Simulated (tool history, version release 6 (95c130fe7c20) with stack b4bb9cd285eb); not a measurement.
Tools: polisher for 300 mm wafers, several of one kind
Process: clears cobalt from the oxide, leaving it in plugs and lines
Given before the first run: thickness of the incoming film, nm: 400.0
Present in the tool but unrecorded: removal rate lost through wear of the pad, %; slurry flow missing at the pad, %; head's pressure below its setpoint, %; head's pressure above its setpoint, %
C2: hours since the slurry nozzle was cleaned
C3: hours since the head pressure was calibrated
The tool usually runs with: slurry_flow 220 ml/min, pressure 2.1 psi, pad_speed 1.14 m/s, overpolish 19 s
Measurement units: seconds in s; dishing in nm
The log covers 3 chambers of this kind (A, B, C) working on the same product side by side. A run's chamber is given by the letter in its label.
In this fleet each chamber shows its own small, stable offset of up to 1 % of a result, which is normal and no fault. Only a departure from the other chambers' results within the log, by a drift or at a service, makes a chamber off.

{"run": "1A", "day": 0.229, "slurry_flow": 220, "pressure": 2.1, "pad_speed": 1.14, "overpolish": 19, "wafers polished on this pad": 492, "C2": 242.8, "C3": 227.8, "seconds": 78.45, "dishing": 50.622}
{"run": "2C", "day": 0.479, "slurry_flow": 220, "pressure": 2.1, "pad_speed": 1.14, "overpolish": 19, "wafers polished on this pad": 1116, "C2": 236.3, "C3": 18.9, "seconds": 85.371, "dishing": 53.632}
{"run": "3B", "day": 0.704, "slurry_flow": 220, "pressure": 2.1, "pad_speed": 1.14, "overpolish": 19, "wafers polished on this pad": 192, "C2": 404.3, "C3": 771.8, "seconds": 80.701, "dishing": 51.991}
{"day": 0.725, "done": "chamber C: worn pad replaced by a new one"}
{"run": "4A", "day": 0.962, "slurry_flow": 220, "pressure": 2.1, "pad_speed": 1.14, "overpolish": 19, "wafers polished on this pad": 617, "C2": 260.4, "C3": 245.4, "seconds": 82.541, "dishing": 54.118}
{"run": "5C", "day": 1.175, "slurry_flow": 220, "pressure": 2.1, "pad_speed": 1.14, "overpolish": 19, "wafers polished on this pad": 77, "C2": 253.0, "C3": 35.6, "seconds": 82.181, "dishing": 54.103}
{"run": "6B", "day": 1.396, "slurry_flow": 220, "pressure": 2.1, "pad_speed": 1.14, "overpolish": 19, "wafers polished on this pad": 310, "C2": 420.9, "C3": 788.4, "seconds": 81.347, "dishing": 52.666}
{"run": "7A", "day": 1.533, "slurry_flow": 220, "pressure": 2.1, "pad_speed": 1.14, "overpolish": 19, "wafers polished on this pad": 714, "C2": 274.1, "C3": 259.1, "seconds": 80.835, "dishing": 54.652}
{"run": "8C", "day": 1.729, "slurry_flow": 220, "pressure": 2.1, "pad_speed": 1.14, "overpolish": 19, "wafers polished on this pad": 171, "C2": 266.3, "C3": 48.9, "seconds": 81.786, "dishing": 53.462}
{"run": "9B", "day": 1.9, "slurry_flow": 165, "pressure": 2.1, "pad_speed": 1.14, "overpolish": 19, "wafers polished on this pad": 396, "C2": 433.0, "C3": 800.5, "seconds": 85.313, "dishing": 53.071}
{"run": "10A", "day": 2.142, "slurry_flow": 165, "pressure": 2.1, "pad_speed": 1.14, "overpolish": 19, "wafers polished on this pad": 818, "C2": 288.7, "C3": 273.7, "seconds": 83.227, "dishing": 50.969}
{"run": "11B", "day": 2.35, "slurry_flow": 165, "pressure": 2.1, "pad_speed": 1.14, "overpolish": 19, "wafers polished on this pad": 473, "C2": 443.8, "C3": 811.3, "seconds": 85.669, "dishing": 52.116}
{"run": "12C", "day": 2.604, "slurry_flow": 220, "pressure": 2.6, "pad_speed": 0.86, "overpolish": 19, "wafers polished on this pad": 320, "C2": 287.3, "C3": 69.9, "seconds": 86.694, "dishing": 50.764}
{"run": "13A", "day": 2.8, "slurry_flow": 220, "pressure": 2.6, "pad_speed": 0.86, "overpolish": 19, "wafers polished on this pad": 930, "C2": 304.5, "C3": 289.5, "seconds": 89.104, "dishing": 50.765}
{"run": "14B", "day": 3.008, "slurry_flow": 220, "pressure": 2.6, "pad_speed": 0.86, "overpolish": 19, "wafers polished on this pad": 585, "C2": 459.6, "C3": 827.1, "seconds": 88.153, "dishing": 50.349}
{"day": 3.088, "done": "chamber B: head pressure recalibrated"}
{"day": 3.204, "done": "chamber A: worn pad replaced by a new one"}
{"run": "15C", "day": 3.208, "slurry_flow": 220, "pressure": 2.1, "pad_speed": 1.14, "overpolish": 19, "wafers polished on this pad": 423, "C2": 301.8, "C3": 84.4, "seconds": 81.735, "dishing": 52.173}
{"run": "16A", "day": 3.342, "slurry_flow": 220, "pressure": 2.1, "pad_speed": 1.32, "overpolish": 19, "wafers polished on this pad": 23, "C2": 317.5, "C3": 302.5, "seconds": 69.302, "dishing": 56.772}
{"run": "17C", "day": 3.575, "slurry_flow": 220, "pressure": 2.1, "pad_speed": 1.32, "overpolish": 19, "wafers polished on this pad": 486, "C2": 310.6, "C3": 93.2, "seconds": 70.582, "dishing": 57.778}
{"run": "18B", "day": 3.767, "slurry_flow": 220, "pressure": 2.1, "pad_speed": 1.32, "overpolish": 19, "wafers polished on this pad": 714, "C2": 477.8, "C3": 16.4, "seconds": 64.756, "dishing": 59.386}
{"run": "19B", "day": 3.983, "slurry_flow": 220, "pressure": 2.1, "pad_speed": 1.14, "overpolish": 19, "wafers polished on this pad": 751, "C2": 483.0, "C3": 21.6, "seconds": 73.775, "dishing": 56.559}
{"run": "20A", "day": 4.242, "slurry_flow": 220, "pressure": 2.1, "pad_speed": 1.14, "overpolish": 19, "wafers polished on this pad": 176, "C2": 339.1, "C3": 324.1, "seconds": 80.288, "dishing": 53.039}
{"day": 4.246, "done": "chamber B: worn pad replaced by a new one"}
{"day": 4.267, "done": "chamber B: slurry nozzle cleaned"}
{"run": "21C", "day": 4.371, "slurry_flow": 220, "pressure": 2.1, "pad_speed": 1.14, "overpolish": 19, "wafers polished on this pad": 621, "C2": 329.7, "C3": 112.3, "seconds": 84.697, "dishing": 51.411}
{"run": "22A", "day": 4.492, "slurry_flow": 220, "pressure": 2.1, "pad_speed": 1.14, "overpolish": 19, "wafers polished on this pad": 219, "C2": 345.1, "C3": 330.1, "seconds": 82.091, "dishing": 52.161}
{"run": "23C", "day": 4.696, "slurry_flow": 280, "pressure": 2.4, "pad_speed": 1.14, "overpolish": 19, "wafers polished on this pad": 677, "C2": 337.5, "C3": 120.1, "seconds": 70.642, "dishing": 56.718}
{"run": "24B", "day": 4.867, "slurry_flow": 280, "pressure": 2.4, "pad_speed": 1.14, "overpolish": 19, "wafers polished on this pad": 106, "C2": 14.5, "C3": 42.8, "seconds": 62.728, "dishing": 58.844}
{"run": "25C", "day": 5.129, "slurry_flow": 280, "pressure": 2.4, "pad_speed": 1.14, "overpolish": 19, "wafers polished on this pad": 750, "C2": 347.9, "C3": 130.5, "seconds": 70.577, "dishing": 56.862}
{"run": "26A", "day": 5.371, "slurry_flow": 220, "pressure": 2.1, "pad_speed": 1.14, "overpolish": 19, "wafers polished on this pad": 369, "C2": 366.2, "C3": 351.2, "seconds": 82.478, "dishing": 53.55}
{"run": "27B", "day": 5.55, "slurry_flow": 220, "pressure": 2.1, "pad_speed": 1.14, "overpolish": 19, "wafers polished on this pad": 222, "C2": 30.9, "C3": 59.2, "seconds": 73.558, "dishing": 54.743}
{"run": "28C", "day": 5.804, "slurry_flow": 220, "pressure": 2.1, "pad_speed": 1.14, "overpolish": 19, "wafers polished on this pad": 865, "C2": 364.1, "C3": 146.7, "seconds": 82.362, "dishing": 51.65}
{"run": "29A", "day": 5.967, "slurry_flow": 220, "pressure": 2.1, "pad_speed": 1.14, "overpolish": 19, "wafers polished on this pad": 470, "C2": 380.5, "C3": 365.5, "seconds": 80.244, "dishing": 53.11}
{"run": "30B", "day": 6.212, "slurry_flow": 220, "pressure": 2.1, "pad_speed": 1.14, "overpolish": 19, "wafers polished on this pad": 335, "C2": 46.8, "C3": 75.1, "seconds": 74.13, "dishing": 56.13}
{"run": "31A", "day": 6.333, "slurry_flow": 220, "pressure": 2.1, "pad_speed": 1.14, "overpolish": 19, "wafers polished on this pad": 533, "C2": 389.3, "C3": 374.3, "seconds": 81.719, "dishing": 52.126}
{"run": "32B", "day": 6.592, "slurry_flow": 220, "pressure": 2.1, "pad_speed": 1.14, "overpolish": 19, "wafers polished on this pad": 400, "C2": 55.9, "C3": 84.2, "seconds": 75.0, "dishing": 54.387}
{"run": "33C", "day": 6.854, "slurry_flow": 220, "pressure": 2.1, "pad_speed": 1.14, "overpolish": 19, "wafers polished on this pad": 1044, "C2": 389.3, "C3": 171.9, "seconds": 82.647, "dishing": 52.072}

All 3 chambers run these settings next. Forecast each chamber's results:
{"run": "34A", "day": 7.042, "slurry_flow": 220, "pressure": 2.1, "pad_speed": 1.14, "overpolish": 19, "seconds": "?", "dishing": "?"}
{"run": "34B", "day": 7.042, "slurry_flow": 220, "pressure": 2.1, "pad_speed": 1.14, "overpolish": 19, "seconds": "?", "dishing": "?"}
{"run": "34C", "day": 7.042, "slurry_flow": 220, "pressure": 2.1, "pad_speed": 1.14, "overpolish": 19, "seconds": "?", "dishing": "?"}

run=34A seconds=80.286 dishing=53.332
run=34B seconds=73.773 dishing=54.473
run=34C seconds=86.157 dishing=53.906

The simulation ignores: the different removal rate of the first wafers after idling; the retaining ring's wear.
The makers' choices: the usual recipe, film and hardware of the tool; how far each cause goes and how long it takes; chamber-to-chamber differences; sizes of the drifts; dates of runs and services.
